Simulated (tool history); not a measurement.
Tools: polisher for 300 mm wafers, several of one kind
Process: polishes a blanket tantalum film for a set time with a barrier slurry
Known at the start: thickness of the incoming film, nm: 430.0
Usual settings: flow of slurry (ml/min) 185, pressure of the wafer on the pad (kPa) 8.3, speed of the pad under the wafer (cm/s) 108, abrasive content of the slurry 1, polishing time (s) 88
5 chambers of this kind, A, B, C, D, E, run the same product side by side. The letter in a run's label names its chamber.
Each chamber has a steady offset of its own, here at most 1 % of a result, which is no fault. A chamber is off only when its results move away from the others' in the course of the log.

run,hour,flow of slurry (ml/min),pressure of the wafer on the pad (kPa),speed of the pad under the wafer (cm/s),abrasive content of the slurry,polishing time (s),film removed (angstrom)
# hour 9.3: chamber C: slurry blender recalibrated
1D,9.4,185,8.3,108,1,88,980.28
# hour 10.2: chamber B: slurry blender recalibrated
# hour 13.9: chamber B: worn pad replaced by a new one
# hour 16.7: chamber A: worn pad replaced by a new one
2E,19.9,185,8.3,108,1,88,1006
3B,30.4,185,8.3,108,1,88,992.14
4A,37.9,185,8.3,108,1,88,976.49
5C,45.3,185,8.3,108,1,88,982.31
# hour 49.5: chamber C: worn pad replaced by a new one
6E,50.9,185,8.3,108,1,88,999.58
# hour 57: chamber E: worn pad replaced by a new one
7D,60.4,185,8.3,108,1,88,989.64
8B,65.5,185,8.3,108,1,88,979.36
9C,70.4,185,8.3,108,1,88,980.97
# hour 73.1: chamber A: worn pad replaced by a new one
# hour 74.2: chamber E: slurry blender recalibrated
10A,79.4,185,8.3,108,1,88,997.03
# hour 80.2: chamber D: worn pad replaced by a new one
# hour 87.5: chamber D: head pressure recalibrated
11C,90.5,185,8.3,108,1,88,972.19
12D,99.4,185,7.6,108,1,88,887.81
13E,107.3,185,7.6,108,1,88,925.09
# hour 113: chamber B: worn pad replaced by a new one
14A,115.5,185,7.6,108,1,88,904.11
# hour 116.6: chamber C: slurry blender recalibrated
# hour 117.2: chamber C: worn pad replaced by a new one
# hour 120.8: chamber A: worn pad replaced by a new one
15B,122.4,185,7.6,108,1,88,911.03
# hour 124.4: chamber D: slurry blender recalibrated
# hour 126: chamber B: slurry blender recalibrated
16D,128.4,185,7.6,108,1,88,885.82
# hour 134.8: chamber E: worn pad replaced by a new one
17A,135.7,185,8.3,108,1,88,1017.4
18C,146.4,185,8.3,108,1,88,986.95
19B,153.7,185,8.3,108,1,88,1006.5
# hour 156.7: chamber A: slurry blender recalibrated
20E,158.7,185,8.3,122,0.8,88,1048.4
# hour 167.6: chamber D: worn pad replaced by a new one
21E,168.3,185,8.3,122,0.8,88,1042.9
# hour 176.4: chamber A: worn pad replaced by a new one
22B,177.6,185,8.3,122,0.8,88,1052.2
# hour 177.9: chamber C: worn pad replaced by a new one
23A,182.8,185,8.3,122,0.8,88,1042.6
24C,187.9,185,8.3,122,0.8,88,1036.5
# hour 195.2: chamber E: slurry blender recalibrated
25D,198.8,185,8.3,108,1,88,988.51
# hour 201.9: chamber A: slurry nozzle cleaned
# hour 209.6: chamber E: worn pad replaced by a new one
26A,210,185,8.3,108,1,88,989.29
# hour 217.9: chamber B: worn pad replaced by a new one
27E,218.1,185,8.3,108,1,88,988.2
28C,226.1,185,8.3,108,1,88,971.54
# hour 227.3: chamber B: slurry blender recalibrated
# hour 228.6: chamber C: worn pad replaced by a new one
# hour 231.5: chamber D: slurry nozzle cleaned
# hour 233.5: chamber C: slurry blender recalibrated
29D,235.7,185,8.3,108,1,88,970.67
# hour 242.5: chamber D: worn pad replaced by a new one
30B,244.1,185,8.3,108,1,88,1003.7
31C,251.5,185,8.3,108,1,88,992.03
32D,257,185,8.3,108,1,88,978.48

What goes on in this fleet: one chamber off, a drifting gauge, or nothing beyond the chambers' own small offsets? Name the chamber and the cause, if any.

No chamber stands off beyond its own small offset, and the gauge holds steady.

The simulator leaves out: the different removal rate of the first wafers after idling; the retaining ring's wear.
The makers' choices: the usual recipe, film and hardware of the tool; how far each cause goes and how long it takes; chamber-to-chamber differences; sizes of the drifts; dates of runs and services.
